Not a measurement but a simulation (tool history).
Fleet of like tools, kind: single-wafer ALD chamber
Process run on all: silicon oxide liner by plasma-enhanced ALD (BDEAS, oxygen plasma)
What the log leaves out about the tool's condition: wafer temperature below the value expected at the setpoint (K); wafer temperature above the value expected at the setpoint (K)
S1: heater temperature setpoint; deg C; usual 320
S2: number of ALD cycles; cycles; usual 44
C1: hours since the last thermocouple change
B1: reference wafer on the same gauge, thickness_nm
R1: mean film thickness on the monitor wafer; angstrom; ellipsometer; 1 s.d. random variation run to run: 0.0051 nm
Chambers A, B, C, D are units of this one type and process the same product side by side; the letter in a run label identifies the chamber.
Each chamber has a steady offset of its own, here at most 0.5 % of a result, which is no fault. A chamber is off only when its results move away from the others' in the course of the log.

run 1A hour=6.8 | S1=320 S2=44 | C1=1628.6 | B1=4.4903 | R1=39.903
run 2D hour=12.5 | S1=320 S2=44 | C1=1003.6 | B1=4.4899 | R1=39.927
run 3B hour=19.7 | S1=320 S2=44 | C1=525.6 | B1=4.4886 | R1=40.012
run 4C hour=29.8 | S1=320 S2=44 | C1=1046.6 | B1=4.4872 | R1=39.756
run 5D hour=38.3 | S1=325 S2=44 | C1=1029.4 | B1=4.4885 | R1=39.62
run 6C hour=44.5 | S1=325 S2=44 | C1=1061.3 | B1=4.4864 | R1=39.532
run 7B hour=51.6 | S1=325 S2=44 | C1=557.5 | B1=4.4867 | R1=39.563
run 8A hour=61.4 | S1=325 S2=44 | C1=1683.2 | B1=4.4865 | R1=39.583
run 9D hour=68.4 | S1=320 S2=44 | C1=1059.5 | B1=4.4848 | R1=39.923
run 10A hour=76.9 | S1=315 S2=49 | C1=1698.7 | B1=4.4837 | R1=44.83
run 11B hour=86.7 | S1=315 S2=49 | C1=592.6 | B1=4.485 | R1=44.72
run 12C hour=94.7 | S1=315 S2=49 | C1=1111.5 | B1=4.4813 | R1=44.595
run 13B hour=102.6 | S1=315 S2=49 | C1=608.5 | B1=4.4829 | R1=44.738
run 14D hour=110.9 | S1=320 S2=44 | C1=1102 | B1=4.4809 | R1=39.89
run 15A hour=116.1 | S1=320 S2=44 | C1=1737.9 | B1=4.4813 | R1=39.901
run 16C hour=122 | S1=320 S2=44 | C1=1138.8 | B1=4.4781 | R1=39.696
run 17C hour=127.4 | S1=320 S2=44 | C1=1144.2 | B1=4.4806 | R1=39.653
run 18D hour=137.4 | S1=320 S2=44 | C1=1128.5 | B1=4.4805 | R1=39.866
run 19B hour=146.6 | S1=320 S2=44 | C1=652.5 | B1=4.4782 | R1=39.786
run 20A hour=153 | S1=307 S2=49 | C1=1774.8 | B1=4.478 | R1=45.239
run 21D hour=161.6 | S1=307 S2=49 | C1=1152.7 | B1=4.4778 | R1=45.213
run 22B hour=169.6 | S1=307 S2=49 | C1=675.5 | B1=4.4774 | R1=45.282
run 23C hour=178.3 | S1=307 S2=49 | C1=1195.1 | B1=4.4764 | R1=44.962
run 24A hour=187.5 | S1=320 S2=44 | C1=1809.3 | B1=4.4753 | R1=39.833
run 25B hour=197.5 | S1=320 S2=44 | C1=703.4 | B1=4.4745 | R1=39.763
run 26C hour=206 | S1=320 S2=44 | C1=1222.8 | B1=4.474 | R1=39.619
run 27A hour=214.4 | S1=320 S2=44 | C1=1836.2 | B1=4.4727 | R1=39.721
run 28D hour=220 | S1=320 S2=44 | C1=1211.1 | B1=4.4741 | R1=39.698
run 29A hour=228.4 | S1=320 S2=44 | C1=1850.2 | B1=4.474 | R1=39.769
run 30D hour=234.8 | S1=305 S2=44 | C1=1225.9 | B1=4.4703 | R1=40.658
run 31C hour=243.3 | S1=305 S2=44 | C1=1260.1 | B1=4.472 | R1=40.438
run 32B hour=249.3 | S1=305 S2=44 | C1=755.2 | B1=4.4709 | R1=40.588
run 33A hour=254.7 | S1=305 S2=44 | C1=1876.5 | B1=4.4709 | R1=40.645
run 34C hour=261.7 | S1=310 S2=44 | C1=1278.5 | B1=4.4702 | R1=40.202
run 35B hour=270.2 | S1=310 S2=44 | C1=776.1 | B1=4.4703 | R1=40.307
run 36D hour=279.2 | S1=310 S2=44 | C1=1270.3 | B1=4.4687 | R1=40.275
run 37B hour=286.4 | S1=310 S2=44 | C1=792.3 | B1=4.469 | R1=40.333
run 38D hour=294.4 | S1=320 S2=44 | C1=1285.5 | B1=4.4671 | R1=39.749
run 39A hour=300.5 | S1=320 S2=44 | C1=1922.3 | B1=4.4674 | R1=39.791

Predict what each chamber gives when all 4 of them run the settings below next.
run 40A hour=308 | S1=320 S2=44 | R1=?
run 40B hour=308 | S1=320 S2=44 | R1=?
run 40C hour=308 | S1=320 S2=44 | R1=?
run 40D hour=308 | S1=320 S2=44 | R1=?

run=40A R1=39.759
run=40B R1=39.681
run=40C R1=39.593
run=40D R1=39.724
